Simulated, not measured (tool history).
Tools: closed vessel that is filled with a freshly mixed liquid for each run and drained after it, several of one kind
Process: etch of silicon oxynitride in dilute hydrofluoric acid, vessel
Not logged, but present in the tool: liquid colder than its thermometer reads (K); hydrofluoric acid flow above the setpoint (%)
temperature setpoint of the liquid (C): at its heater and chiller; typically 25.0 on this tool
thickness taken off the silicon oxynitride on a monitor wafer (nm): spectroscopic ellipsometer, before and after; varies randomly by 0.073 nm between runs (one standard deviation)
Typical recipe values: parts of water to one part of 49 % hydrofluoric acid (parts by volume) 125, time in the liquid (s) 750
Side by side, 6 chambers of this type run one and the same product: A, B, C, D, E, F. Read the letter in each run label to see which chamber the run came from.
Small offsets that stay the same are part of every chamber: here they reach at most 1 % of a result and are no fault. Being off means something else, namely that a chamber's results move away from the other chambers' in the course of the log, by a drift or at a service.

| run | hour | temperature setpoint of the liquid (C) | parts of water to one part of 49 % hydrofluoric acid (parts by volume) | time in the liquid (s) | hours since the thermometer was replaced | hours since the hydrofluoric acid flow meter was replaced | read-back film thickness of the silicon oxynitride reference wafer, read on the same gauge (nm) | thickness taken off the silicon oxynitride on a monitor wafer (nm) |
|---|---|---|---|---|---|---|---|---|
| 1D | 5.5 | 25.0 | 125 | 750 | 1871.4 | 797.9 | 70.020 | 13.7660 |
|  | 9.9 | chamber C: hydrofluoric acid flow meter replaced |
| 2C | 12.5 | 25.0 | 125 | 750 | 2471.5 | 2.6 | 69.962 | 13.6070 |
| 3F | 16.7 | 25.0 | 125 | 750 | 713.1 | 519.4 | 69.987 | 13.6550 |
| 4E | 22.7 | 25.0 | 125 | 750 | 567.5 | 217.2 | 70.006 | 14.0030 |
| 5B | 29.3 | 22.5 | 185 | 750 | 797.4 | 1300.1 | 70.020 | 7.8233 |
| 6A | 33.6 | 22.5 | 185 | 750 | 236.2 | 405.0 | 70.002 | 7.8913 |
| 7E | 37.6 | 22.5 | 185 | 750 | 582.4 | 232.1 | 69.958 | 7.9693 |
| 8C | 45.5 | 22.5 | 185 | 750 | 2504.5 | 35.6 | 70.017 | 7.7954 |
| 9D | 50.1 | 22.5 | 185 | 750 | 1916.0 | 842.5 | 70.018 | 7.9314 |
| 10A | 56.9 | 22.5 | 185 | 750 | 259.5 | 428.3 | 70.000 | 7.8649 |
| 11F | 65.9 | 25.0 | 125 | 750 | 762.3 | 568.6 | 69.966 | 13.7870 |
| 12B | 73.6 | 25.0 | 125 | 750 | 841.7 | 1344.4 | 69.948 | 13.7250 |
| 13F | 79.4 | 25.0 | 125 | 750 | 775.8 | 582.1 | 69.989 | 13.8910 |
| 14C | 86.5 | 25.0 | 85 | 1145 | 2545.5 | 76.6 | 70.012 | 32.0810 |
| 15B | 95.0 | 25.0 | 85 | 1145 | 863.1 | 1365.8 | 69.993 | 31.9840 |
|  | 97.7 | chamber D: thermometer replaced |
| 16E | 101.6 | 25.0 | 85 | 1145 | 646.4 | 296.1 | 69.997 | 31.8050 |
| 17A | 106.9 | 25.0 | 85 | 1145 | 309.5 | 478.3 | 69.974 | 32.0850 |
| 18D | 113.3 | 25.0 | 85 | 1145 | 15.7 | 905.7 | 70.028 | 32.0920 |
| 19E | 120.8 | 25.0 | 85 | 1145 | 665.6 | 315.3 | 69.998 | 32.1130 |
| 20C | 126.3 | 25.0 | 125 | 750 | 2585.3 | 116.4 | 69.976 | 13.7820 |
| 21B | 132.3 | 25.0 | 125 | 750 | 900.4 | 1403.1 | 69.993 | 13.8190 |
| 22F | 138.2 | 25.0 | 125 | 750 | 834.6 | 640.9 | 70.000 | 13.5470 |
| 23A | 144.1 | 25.0 | 125 | 750 | 346.7 | 515.5 | 70.049 | 13.7570 |
| 24D | 152.6 | 22.5 | 125 | 750 | 55.0 | 945.0 | 69.986 | 12.3370 |
| 25A | 158.7 | 22.5 | 125 | 750 | 361.3 | 530.1 | 69.977 | 12.3310 |
| 26D | 166.2 | 22.5 | 125 | 750 | 68.6 | 958.6 | 69.973 | 12.3930 |
| 27F | 175.0 | 22.5 | 125 | 750 | 871.4 | 677.7 | 70.005 | 12.1640 |
| 28B | 182.2 | 22.5 | 125 | 750 | 950.3 | 1453.0 | 69.959 | 12.2090 |
| 29C | 186.7 | 22.5 | 125 | 750 | 2645.7 | 176.8 | 70.011 | 12.0800 |
| 30E | 194.9 | 25.0 | 180 | 1070 | 739.7 | 389.4 | 69.933 | 13.0130 |
| 31C | 199.9 | 25.0 | 180 | 1070 | 2658.9 | 190.0 | 70.017 | 12.9570 |
| 32B | 204.8 | 25.0 | 180 | 1070 | 972.9 | 1475.6 | 69.955 | 12.9940 |
| 33A | 208.9 | 25.0 | 180 | 1070 | 411.5 | 580.3 | 70.014 | 13.0490 |
| 34F | 215.0 | 25.0 | 180 | 1070 | 911.4 | 717.7 | 70.034 | 13.0800 |
| 35D | 224.0 | 25.0 | 180 | 1070 | 126.4 | 1016.4 | 70.009 | 13.2490 |
| 36E | 231.5 | 25.0 | 125 | 750 | 776.3 | 426.0 | 70.013 | 13.7750 |

Each of the 6 chambers runs these same settings next. Fill in every chamber's results:
| 37A | 238.0 | 25.0 | 155 | 750 |  |  |  | ? |
| 37B | 238.0 | 25.0 | 155 | 750 |  |  |  | ? |
| 37C | 238.0 | 25.0 | 155 | 750 |  |  |  | ? |
| 37D | 238.0 | 25.0 | 155 | 750 |  |  |  | ? |
| 37E | 238.0 | 25.0 | 155 | 750 |  |  |  | ? |
| 37F | 238.0 | 25.0 | 155 | 750 |  |  |  | ? |

| run | thickness taken off the silicon oxynitride on a monitor wafer (nm) |
|---|---|
| 37A | 10.7820 |
| 37B | 10.7530 |
| 37C | 10.7730 |
| 37D | 11.0660 |
| 37E | 10.8760 |
| 37F | 10.8550 |
